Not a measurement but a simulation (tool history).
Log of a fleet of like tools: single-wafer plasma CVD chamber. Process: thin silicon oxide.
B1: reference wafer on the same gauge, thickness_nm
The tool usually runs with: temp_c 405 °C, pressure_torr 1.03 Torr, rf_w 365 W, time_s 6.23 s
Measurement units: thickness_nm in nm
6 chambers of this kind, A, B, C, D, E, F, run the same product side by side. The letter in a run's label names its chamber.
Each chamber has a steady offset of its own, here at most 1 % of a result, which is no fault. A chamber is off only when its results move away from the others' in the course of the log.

{"run": "1D", "hour": 5.4, "temp_c": 405, "pressure_torr": 1.03, "rf_w": 365, "time_s": 6.23, "B1": 13.7, "thickness_nm": 15.201}
{"run": "2A", "hour": 9.9, "temp_c": 405, "pressure_torr": 1.03, "rf_w": 365, "time_s": 6.23, "B1": 13.706, "thickness_nm": 15.182}
{"run": "3F", "hour": 17.1, "temp_c": 405, "pressure_torr": 1.03, "rf_w": 365, "time_s": 6.23, "B1": 13.706, "thickness_nm": 15.25}
{"run": "4B", "hour": 21.6, "temp_c": 405, "pressure_torr": 1.03, "rf_w": 365, "time_s": 6.23, "B1": 13.711, "thickness_nm": 15.133}
{"run": "5C", "hour": 28.7, "temp_c": 405, "pressure_torr": 1.03, "rf_w": 365, "time_s": 5.74, "B1": 13.709, "thickness_nm": 13.961}
{"run": "6E", "hour": 35.0, "temp_c": 405, "pressure_torr": 1.03, "rf_w": 365, "time_s": 5.74, "B1": 13.711, "thickness_nm": 14.127}
{"run": "7F", "hour": 44.1, "temp_c": 405, "pressure_torr": 1.03, "rf_w": 365, "time_s": 5.74, "B1": 13.721, "thickness_nm": 14.06}
{"run": "8A", "hour": 48.6, "temp_c": 405, "pressure_torr": 1.03, "rf_w": 365, "time_s": 5.74, "B1": 13.716, "thickness_nm": 13.986}
{"run": "9E", "hour": 54.1, "temp_c": 405, "pressure_torr": 1.03, "rf_w": 365, "time_s": 5.74, "B1": 13.714, "thickness_nm": 14.1}
{"run": "10B", "hour": 62.3, "temp_c": 405, "pressure_torr": 1.03, "rf_w": 365, "time_s": 5.74, "B1": 13.714, "thickness_nm": 13.96}
{"run": "11D", "hour": 71.6, "temp_c": 405, "pressure_torr": 1.03, "rf_w": 365, "time_s": 6.23, "B1": 13.726, "thickness_nm": 15.219}
{"run": "12C", "hour": 79.3, "temp_c": 405, "pressure_torr": 1.03, "rf_w": 430, "time_s": 6.23, "B1": 13.721, "thickness_nm": 16.098}
{"run": "13D", "hour": 88.6, "temp_c": 405, "pressure_torr": 1.03, "rf_w": 430, "time_s": 6.23, "B1": 13.721, "thickness_nm": 16.173}
{"run": "14A", "hour": 95.8, "temp_c": 405, "pressure_torr": 1.03, "rf_w": 430, "time_s": 6.23, "B1": 13.73, "thickness_nm": 16.158}
{"run": "15E", "hour": 104.1, "temp_c": 405, "pressure_torr": 1.03, "rf_w": 430, "time_s": 6.23, "B1": 13.729, "thickness_nm": 16.291}
{"run": "16B", "hour": 110.8, "temp_c": 405, "pressure_torr": 1.03, "rf_w": 430, "time_s": 6.23, "B1": 13.732, "thickness_nm": 16.046}
{"run": "17F", "hour": 116.6, "temp_c": 405, "pressure_torr": 1.03, "rf_w": 430, "time_s": 6.23, "B1": 13.733, "thickness_nm": 16.167}
{"hour": 123.7, "done": "chamber E: thermocouple changed; heater temperature recalibrated"}
{"run": "18C", "hour": 126.2, "temp_c": 405, "pressure_torr": 1.03, "rf_w": 365, "time_s": 6.23, "B1": 13.734, "thickness_nm": 15.268}
{"run": "19F", "hour": 134.9, "temp_c": 405, "pressure_torr": 1.03, "rf_w": 365, "time_s": 6.23, "B1": 13.739, "thickness_nm": 15.277}
{"hour": 141.3, "done": "chamber C: RF generator calibrated"}
{"run": "20A", "hour": 142.6, "temp_c": 405, "pressure_torr": 1.03, "rf_w": 365, "time_s": 6.23, "B1": 13.745, "thickness_nm": 15.19}
{"run": "21E", "hour": 149.3, "temp_c": 405, "pressure_torr": 1.03, "rf_w": 365, "time_s": 6.23, "B1": 13.743, "thickness_nm": 15.384}
{"run": "22C", "hour": 156.8, "temp_c": 405, "pressure_torr": 1.03, "rf_w": 365, "time_s": 6.23, "B1": 13.751, "thickness_nm": 15.269}
{"run": "23B", "hour": 162.9, "temp_c": 405, "pressure_torr": 1.03, "rf_w": 365, "time_s": 6.23, "B1": 13.751, "thickness_nm": 15.171}
{"run": "24D", "hour": 168.7, "temp_c": 405, "pressure_torr": 1.03, "rf_w": 365, "time_s": 6.23, "B1": 13.749, "thickness_nm": 15.275}
{"run": "25D", "hour": 175.8, "temp_c": 405, "pressure_torr": 1.03, "rf_w": 365, "time_s": 6.23, "B1": 13.758, "thickness_nm": 15.242}
{"hour": 178.2, "done": "chamber A: thermocouple changed; heater temperature recalibrated"}
{"run": "26C", "hour": 180.2, "temp_c": 405, "pressure_torr": 1.03, "rf_w": 365, "time_s": 6.23, "B1": 13.755, "thickness_nm": 15.328}
{"run": "27A", "hour": 187.6, "temp_c": 405, "pressure_torr": 1.24, "rf_w": 365, "time_s": 7.07, "B1": 13.765, "thickness_nm": 19.396}
{"run": "28F", "hour": 193.3, "temp_c": 405, "pressure_torr": 1.24, "rf_w": 365, "time_s": 7.07, "B1": 13.753, "thickness_nm": 19.427}
{"run": "29E", "hour": 203.0, "temp_c": 405, "pressure_torr": 1.24, "rf_w": 365, "time_s": 7.07, "B1": 13.765, "thickness_nm": 19.641}
{"run": "30B", "hour": 209.0, "temp_c": 405, "pressure_torr": 1.24, "rf_w": 365, "time_s": 7.07, "B1": 13.764, "thickness_nm": 19.326}
{"run": "31A", "hour": 216.9, "temp_c": 405, "pressure_torr": 1.24, "rf_w": 365, "time_s": 7.07, "B1": 13.769, "thickness_nm": 19.392}
{"run": "32C", "hour": 224.6, "temp_c": 405, "pressure_torr": 1.24, "rf_w": 365, "time_s": 7.07, "B1": 13.769, "thickness_nm": 19.478}
{"run": "33E", "hour": 231.8, "temp_c": 405, "pressure_torr": 1.03, "rf_w": 365, "time_s": 6.23, "B1": 13.774, "thickness_nm": 15.36}
{"hour": 232.8, "done": "chamber C: thermocouple changed; heater temperature recalibrated"}
{"run": "34F", "hour": 236.9, "temp_c": 405, "pressure_torr": 1.03, "rf_w": 365, "time_s": 6.23, "B1": 13.775, "thickness_nm": 15.321}
{"hour": 240.4, "done": "chamber A: RF generator calibrated"}
{"run": "35B", "hour": 246.0, "temp_c": 405, "pressure_torr": 1.03, "rf_w": 365, "time_s": 6.23, "B1": 13.776, "thickness_nm": 15.181}
{"run": "36D", "hour": 253.5, "temp_c": 405, "pressure_torr": 1.03, "rf_w": 365, "time_s": 6.23, "B1": 13.775, "thickness_nm": 15.35}
{"hour": 260.1, "done": "chamber B: RF generator calibrated"}
{"run": "37C", "hour": 262.4, "temp_c": 405, "pressure_torr": 1.03, "rf_w": 365, "time_s": 6.23, "B1": 13.778, "thickness_nm": 15.276}
{"run": "38F", "hour": 269.3, "temp_c": 405, "pressure_torr": 0.84, "rf_w": 365, "time_s": 5.22, "B1": 13.779, "thickness_nm": 10.935}
{"hour": 271.9, "done": "chamber E: RF generator calibrated"}
{"run": "39A", "hour": 279.0, "temp_c": 405, "pressure_torr": 0.84, "rf_w": 365, "time_s": 5.22, "B1": 13.783, "thickness_nm": 10.881}
{"run": "40D", "hour": 287.3, "temp_c": 405, "pressure_torr": 0.84, "rf_w": 365, "time_s": 5.22, "B1": 13.782, "thickness_nm": 10.904}
{"run": "41E", "hour": 294.3, "temp_c": 405, "pressure_torr": 0.84, "rf_w": 365, "time_s": 5.22, "B1": 13.792, "thickness_nm": 10.946}
{"run": "42B", "hour": 300.3, "temp_c": 405, "pressure_torr": 0.84, "rf_w": 365, "time_s": 5.22, "B1": 13.782, "thickness_nm": 10.827}
{"run": "43B", "hour": 307.8, "temp_c": 405, "pressure_torr": 0.84, "rf_w": 365, "time_s": 5.22, "B1": 13.794, "thickness_nm": 10.905}
{"run": "44C", "hour": 312.3, "temp_c": 405, "pressure_torr": 1.03, "rf_w": 365, "time_s": 6.23, "B1": 13.792, "thickness_nm": 15.306}

Is one chamber off against the others, does the gauge drift, or is nothing wrong? If a chamber is off, say which, and what the likeliest cause is.

No chamber is off; the gauge reading every chamber's wafers drifts, which makes the whole fleet appear to move together.
Cause: gauge reads high (%) = 0.704.

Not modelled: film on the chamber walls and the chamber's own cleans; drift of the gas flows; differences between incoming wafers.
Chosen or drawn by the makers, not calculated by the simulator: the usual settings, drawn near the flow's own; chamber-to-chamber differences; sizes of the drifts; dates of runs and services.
